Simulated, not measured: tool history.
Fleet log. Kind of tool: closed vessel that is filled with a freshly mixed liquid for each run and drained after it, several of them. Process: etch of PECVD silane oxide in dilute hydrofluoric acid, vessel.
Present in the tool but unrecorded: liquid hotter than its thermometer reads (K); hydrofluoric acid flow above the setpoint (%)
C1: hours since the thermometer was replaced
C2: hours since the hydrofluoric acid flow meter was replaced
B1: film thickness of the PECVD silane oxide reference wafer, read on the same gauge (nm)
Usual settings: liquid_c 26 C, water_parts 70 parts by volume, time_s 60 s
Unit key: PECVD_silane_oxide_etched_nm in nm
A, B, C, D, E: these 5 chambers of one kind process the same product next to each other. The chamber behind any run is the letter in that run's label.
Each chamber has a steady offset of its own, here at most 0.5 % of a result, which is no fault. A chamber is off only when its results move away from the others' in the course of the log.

{"run": "1D", "hour": 7.7, "liquid_c": 26, "water_parts": 70, "time_s": 60, "C1": 96, "C2": 277, "B1": 89.994, "PECVD_silane_oxide_etched_nm": 18.792}
{"run": "2A", "hour": 16.0, "liquid_c": 26, "water_parts": 70, "time_s": 60, "C1": 376.6, "C2": 987.3, "B1": 89.989, "PECVD_silane_oxide_etched_nm": 18.636}
{"run": "3C", "hour": 25.1, "liquid_c": 26, "water_parts": 70, "time_s": 60, "C1": 119.3, "C2": 464.5, "B1": 89.966, "PECVD_silane_oxide_etched_nm": 18.532}
{"run": "4B", "hour": 33.4, "liquid_c": 26, "water_parts": 70, "time_s": 60, "C1": 131.9, "C2": 577.4, "B1": 89.989, "PECVD_silane_oxide_etched_nm": 18.515}
{"run": "5E", "hour": 40.6, "liquid_c": 26, "water_parts": 70, "time_s": 60, "C1": 935.2, "C2": 75.7, "B1": 90.019, "PECVD_silane_oxide_etched_nm": 18.461}
{"run": "6B", "hour": 48.0, "liquid_c": 22.5, "water_parts": 70, "time_s": 95, "C1": 146.5, "C2": 592, "B1": 89.995, "PECVD_silane_oxide_etched_nm": 25.37}
{"run": "7C", "hour": 54.9, "liquid_c": 22.5, "water_parts": 70, "time_s": 95, "C1": 149.1, "C2": 494.3, "B1": 89.984, "PECVD_silane_oxide_etched_nm": 25.409}
{"run": "8A", "hour": 60.5, "liquid_c": 22.5, "water_parts": 70, "time_s": 95, "C1": 421.1, "C2": 1031.8, "B1": 89.998, "PECVD_silane_oxide_etched_nm": 25.27}
{"run": "9D", "hour": 64.9, "liquid_c": 22.5, "water_parts": 70, "time_s": 95, "C1": 153.2, "C2": 334.2, "B1": 90.02, "PECVD_silane_oxide_etched_nm": 25.622}
{"run": "10E", "hour": 70.5, "liquid_c": 22.5, "water_parts": 70, "time_s": 95, "C1": 965.1, "C2": 105.6, "B1": 90.017, "PECVD_silane_oxide_etched_nm": 25.048}
{"run": "11B", "hour": 78.8, "liquid_c": 26, "water_parts": 70, "time_s": 60, "C1": 177.3, "C2": 622.8, "B1": 89.992, "PECVD_silane_oxide_etched_nm": 18.578}
{"run": "12E", "hour": 86.0, "liquid_c": 26, "water_parts": 70, "time_s": 60, "C1": 980.6, "C2": 121.1, "B1": 89.996, "PECVD_silane_oxide_etched_nm": 18.554}
{"run": "13A", "hour": 91.0, "liquid_c": 26, "water_parts": 70, "time_s": 60, "C1": 451.6, "C2": 1062.3, "B1": 89.995, "PECVD_silane_oxide_etched_nm": 18.436}
{"run": "14D", "hour": 100.4, "liquid_c": 26, "water_parts": 55, "time_s": 60, "C1": 188.7, "C2": 369.7, "B1": 89.998, "PECVD_silane_oxide_etched_nm": 24.207}
{"run": "15C", "hour": 108.4, "liquid_c": 26, "water_parts": 55, "time_s": 60, "C1": 202.6, "C2": 547.8, "B1": 90.005, "PECVD_silane_oxide_etched_nm": 23.997}
{"run": "16C", "hour": 117.9, "liquid_c": 26, "water_parts": 55, "time_s": 60, "C1": 212.1, "C2": 557.3, "B1": 90, "PECVD_silane_oxide_etched_nm": 24.321}
{"run": "17A", "hour": 123.3, "liquid_c": 26, "water_parts": 55, "time_s": 60, "C1": 483.9, "C2": 1094.6, "B1": 90.011, "PECVD_silane_oxide_etched_nm": 23.84}
{"run": "18D", "hour": 130.1, "liquid_c": 26, "water_parts": 55, "time_s": 60, "C1": 218.4, "C2": 399.4, "B1": 89.982, "PECVD_silane_oxide_etched_nm": 24.149}
{"run": "19E", "hour": 135.7, "liquid_c": 26, "water_parts": 70, "time_s": 60, "C1": 1030.3, "C2": 170.8, "B1": 89.986, "PECVD_silane_oxide_etched_nm": 18.339}
{"run": "20B", "hour": 140.6, "liquid_c": 23.5, "water_parts": 70, "time_s": 60, "C1": 239.1, "C2": 684.6, "B1": 89.999, "PECVD_silane_oxide_etched_nm": 16.69}
{"run": "21A", "hour": 145.8, "liquid_c": 23.5, "water_parts": 70, "time_s": 60, "C1": 506.4, "C2": 1117.1, "B1": 90.001, "PECVD_silane_oxide_etched_nm": 16.746}
{"hour": 150.0, "done": "chamber E: thermometer replaced"}
{"run": "22B", "hour": 152.8, "liquid_c": 23.5, "water_parts": 70, "time_s": 60, "C1": 251.3, "C2": 696.8, "B1": 89.993, "PECVD_silane_oxide_etched_nm": 16.794}
{"run": "23E", "hour": 157.1, "liquid_c": 23.5, "water_parts": 70, "time_s": 60, "C1": 7.1, "C2": 192.2, "B1": 90.016, "PECVD_silane_oxide_etched_nm": 16.72}
{"run": "24C", "hour": 162.0, "liquid_c": 23.5, "water_parts": 70, "time_s": 60, "C1": 256.2, "C2": 601.4, "B1": 90.005, "PECVD_silane_oxide_etched_nm": 16.805}
{"run": "25D", "hour": 169.4, "liquid_c": 26, "water_parts": 70, "time_s": 60, "C1": 257.7, "C2": 438.7, "B1": 89.983, "PECVD_silane_oxide_etched_nm": 18.565}
{"run": "26B", "hour": 175.2, "liquid_c": 24.5, "water_parts": 70, "time_s": 60, "C1": 273.7, "C2": 719.2, "B1": 89.98, "PECVD_silane_oxide_etched_nm": 17.519}
{"run": "27C", "hour": 182.0, "liquid_c": 24.5, "water_parts": 70, "time_s": 60, "C1": 276.2, "C2": 621.4, "B1": 90.021, "PECVD_silane_oxide_etched_nm": 17.304}
{"run": "28A", "hour": 186.8, "liquid_c": 24.5, "water_parts": 70, "time_s": 60, "C1": 547.4, "C2": 1158.1, "B1": 90.011, "PECVD_silane_oxide_etched_nm": 17.293}
{"run": "29E", "hour": 193.4, "liquid_c": 24.5, "water_parts": 70, "time_s": 60, "C1": 43.4, "C2": 228.5, "B1": 89.984, "PECVD_silane_oxide_etched_nm": 17.6}
{"run": "30D", "hour": 203.1, "liquid_c": 24.5, "water_parts": 70, "time_s": 60, "C1": 291.4, "C2": 472.4, "B1": 89.993, "PECVD_silane_oxide_etched_nm": 17.354}
{"run": "31E", "hour": 210.3, "liquid_c": 26, "water_parts": 70, "time_s": 60, "C1": 60.3, "C2": 245.4, "B1": 90.02, "PECVD_silane_oxide_etched_nm": 18.44}
{"run": "32B", "hour": 217.3, "liquid_c": 26, "water_parts": 70, "time_s": 60, "C1": 315.8, "C2": 761.3, "B1": 89.999, "PECVD_silane_oxide_etched_nm": 18.314}
{"hour": 218.9, "done": "chamber D: hydrofluoric acid flow meter replaced"}
{"run": "33D", "hour": 223.0, "liquid_c": 26, "water_parts": 70, "time_s": 60, "C1": 311.3, "C2": 4.2, "B1": 89.993, "PECVD_silane_oxide_etched_nm": 18.477}
{"run": "34C", "hour": 227.6, "liquid_c": 26, "water_parts": 70, "time_s": 60, "C1": 321.8, "C2": 667, "B1": 89.983, "PECVD_silane_oxide_etched_nm": 18.631}

Read the log: is a single chamber off, either drifting away or since a service, is the gauge that measures every chamber drifting, or is nothing wrong beyond small per-chamber offsets? Name any odd chamber and what most likely caused it.

The fleet is healthy, with each chamber sitting at its usual small offset and no drift in the gauge.

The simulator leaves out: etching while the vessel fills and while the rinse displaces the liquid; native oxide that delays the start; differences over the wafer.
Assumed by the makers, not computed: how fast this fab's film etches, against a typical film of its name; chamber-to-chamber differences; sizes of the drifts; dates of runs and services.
